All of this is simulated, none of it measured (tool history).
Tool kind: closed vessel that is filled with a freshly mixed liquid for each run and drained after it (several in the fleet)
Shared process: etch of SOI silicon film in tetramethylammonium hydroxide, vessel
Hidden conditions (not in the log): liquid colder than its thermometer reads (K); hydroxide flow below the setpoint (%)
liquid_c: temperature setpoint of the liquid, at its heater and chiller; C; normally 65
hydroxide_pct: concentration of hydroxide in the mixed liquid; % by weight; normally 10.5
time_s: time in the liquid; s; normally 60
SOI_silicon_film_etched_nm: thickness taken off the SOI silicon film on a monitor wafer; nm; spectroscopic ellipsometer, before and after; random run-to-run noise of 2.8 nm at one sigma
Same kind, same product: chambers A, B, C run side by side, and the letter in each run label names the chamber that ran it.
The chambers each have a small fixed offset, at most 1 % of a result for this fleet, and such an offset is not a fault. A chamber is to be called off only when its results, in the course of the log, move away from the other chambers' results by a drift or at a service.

run	day	liquid_c	hydroxide_pct	time_s	hours since the thermometer was replaced	hours since the hydroxide flow meter was replaced	read-back film thickness of the SOI silicon film reference wafer, read on the same gauge (nm)	SOI_silicon_film_etched_nm
1B	0.575	65	10.5	60	293.7	585.9	79.998	320.78
2C	1.067	65	10.5	60	2199.9	1746.3	80.019	321.48
3A	1.362	65	10.5	60	183.9	642.5	79.968	317.77
4C	1.933	65	10.5	60	2220.7	1767.1	80	316.42
5A	2.229	65	10.5	60	204.7	663.3	80.003	315.86
6B	2.85	65	10.5	60	348.3	640.5	79.99	309.33
7B	3.45	65	10.5	60	362.7	654.9	79.983	310.84
8C	4.075	65	10.5	60	2272.1	1818.5	80.03	311.97
9A	4.442	65	10.5	60	257.8	716.4	79.966	314.59
10A	4.788	65	10.5	60	266.1	724.7	80.048	313.72
11B	5.325	65	10.5	60	407.7	699.9	79.991	313.45
12C	5.7	65	10.5	60	2311.1	1857.5	80.019	315.44
13B	5.992	65	10.5	60	423.7	715.9	79.934	308.48
14A	6.304	65	10.5	60	302.5	761.1	80.036	322.58
15C	6.804	65	10.5	60	2337.6	1884	79.988	318.25
16C	7.096	65	10.5	60	2344.6	1891	79.983	315.51
17A	7.492	65	10.5	60	331	789.6	80.022	315.47
18B	7.946	65	10.5	60	470.6	762.8	80.027	303.57
19C	8.479	65	10.5	60	2377.8	1924.2	80.034	315.82
20B	8.833	65	8	60	491.9	784.1	80.015	333.69
21A	9.112	65	8	60	369.9	828.5	79.998	344.8
22B	9.625	65	8	60	510.9	803.1	80.036	328.21
23C	10.242	65	10.5	60	2420.1	1966.5	79.972	312.08
24A	10.596	65	10.5	60	405.5	864.1	79.966	314.5

One chamber off, gauge drift, or nothing amiss beyond the chambers' own small offsets? If it is a chamber, which one, and what is the likeliest cause?

It is chamber B that slowly wanders off from its peers.
Most likely cause: liquid colder than its thermometer reads (K) = 1.12.

Chamber B could run next with any of the 4 candidate recipes listed below; each alters the usual settings, and their results appear as question marks. Which one brings its results back in line with what the other chambers deliver on the usual settings?
Maximum distance from the other chambers' mean on the usual settings for a result to count as in line: SOI_silicon_film_etched_nm 9.8 nm
25B-1	11.046	66	10.5	60				?
25B-2	11.046	65	14	60				?
25B-3	11.046	65	12	60				?
25B-4	11.046	65.5	10.5	65				?

On the usual settings, the other chambers give on average: SOI_silicon_film_etched_nm 316.68 nm
run	SOI_silicon_film_etched_nm
25B-1	318.34
25B-2	267.37
25B-3	285.89
25B-4	334.57
25B-1 puts the chamber back in line with the other chambers.

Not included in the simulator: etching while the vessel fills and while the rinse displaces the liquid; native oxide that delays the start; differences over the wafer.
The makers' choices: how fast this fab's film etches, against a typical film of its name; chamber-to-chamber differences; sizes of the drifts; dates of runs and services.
